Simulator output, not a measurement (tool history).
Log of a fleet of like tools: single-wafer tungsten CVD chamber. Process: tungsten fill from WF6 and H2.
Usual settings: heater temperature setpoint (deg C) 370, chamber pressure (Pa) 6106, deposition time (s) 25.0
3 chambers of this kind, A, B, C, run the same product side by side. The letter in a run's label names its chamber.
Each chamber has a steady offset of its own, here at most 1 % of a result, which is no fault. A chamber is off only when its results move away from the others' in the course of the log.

| run | hour | heater temperature setpoint (deg C) | chamber pressure (Pa) | deposition time (s) | read-back reference wafer on the same gauge, thickness_nm | mean film thickness on the monitor wafer (angstrom) |
|---|---|---|---|---|---|---|
| 1A | 5.6 | 370 | 6106 | 25.0 | 44.287 | 488.44 |
| 2C | 13.6 | 370 | 6106 | 25.0 | 44.273 | 489.55 |
| 3B | 17.6 | 370 | 6106 | 25.0 | 44.296 | 483.20 |
| 4B | 21.4 | 370 | 6106 | 25.0 | 44.300 | 483.11 |
|  | 25.8 | chamber C: capacitance manometer re-zeroed and calibrated |
| 5A | 28.1 | 370 | 6106 | 22.3 | 44.301 | 437.70 |
| 6C | 34.0 | 370 | 6106 | 22.3 | 44.316 | 434.71 |
| 7C | 39.6 | 370 | 6106 | 22.3 | 44.337 | 435.72 |
| 8A | 46.8 | 370 | 6106 | 25.0 | 44.253 | 488.08 |
| 9B | 54.7 | 370 | 6106 | 25.0 | 44.287 | 484.61 |
| 10C | 58.5 | 370 | 6106 | 25.0 | 44.317 | 488.30 |
| 11B | 66.3 | 370 | 6106 | 25.0 | 44.297 | 483.20 |
| 12A | 71.1 | 370 | 6106 | 27.6 | 44.337 | 539.16 |
| 13C | 77.2 | 370 | 6106 | 27.6 | 44.331 | 536.69 |
| 14A | 84.0 | 370 | 6106 | 27.6 | 44.275 | 537.81 |
| 15B | 92.3 | 370 | 6106 | 25.0 | 44.293 | 486.72 |
| 16A | 98.4 | 370 | 6106 | 25.0 | 44.304 | 481.62 |
| 17B | 102.9 | 370 | 6106 | 21.9 | 44.304 | 423.37 |
| 18C | 106.7 | 370 | 6106 | 21.9 | 44.310 | 427.09 |
| 19B | 112.6 | 370 | 6106 | 21.9 | 44.267 | 424.72 |
| 20C | 120.9 | 370 | 6106 | 25.0 | 44.306 | 487.70 |
| 21A | 125.4 | 370 | 6106 | 25.0 | 44.313 | 479.19 |
| 22B | 130.1 | 370 | 6106 | 27.9 | 44.277 | 540.39 |
| 23A | 135.9 | 370 | 6106 | 27.9 | 44.305 | 531.45 |
| 24C | 142.4 | 370 | 6106 | 27.9 | 44.322 | 545.78 |
| 25B | 150.5 | 370 | 6106 | 25.0 | 44.260 | 484.98 |
| 26C | 156.3 | 370 | 6106 | 25.0 | 44.296 | 485.33 |
| 27A | 163.4 | 370 | 6106 | 25.0 | 44.304 | 467.99 |

Next, every chamber runs the same settings. What will each give?
| 28A | 169.4 | 370 | 6106 | 25.0 |  | ? |
| 28B | 169.4 | 370 | 6106 | 25.0 |  | ? |
| 28C | 169.4 | 370 | 6106 | 25.0 |  | ? |

| run | mean film thickness on the monitor wafer (angstrom) |
|---|---|
| 28A | 467.59 |
| 28B | 484.25 |
| 28C | 486.90 |

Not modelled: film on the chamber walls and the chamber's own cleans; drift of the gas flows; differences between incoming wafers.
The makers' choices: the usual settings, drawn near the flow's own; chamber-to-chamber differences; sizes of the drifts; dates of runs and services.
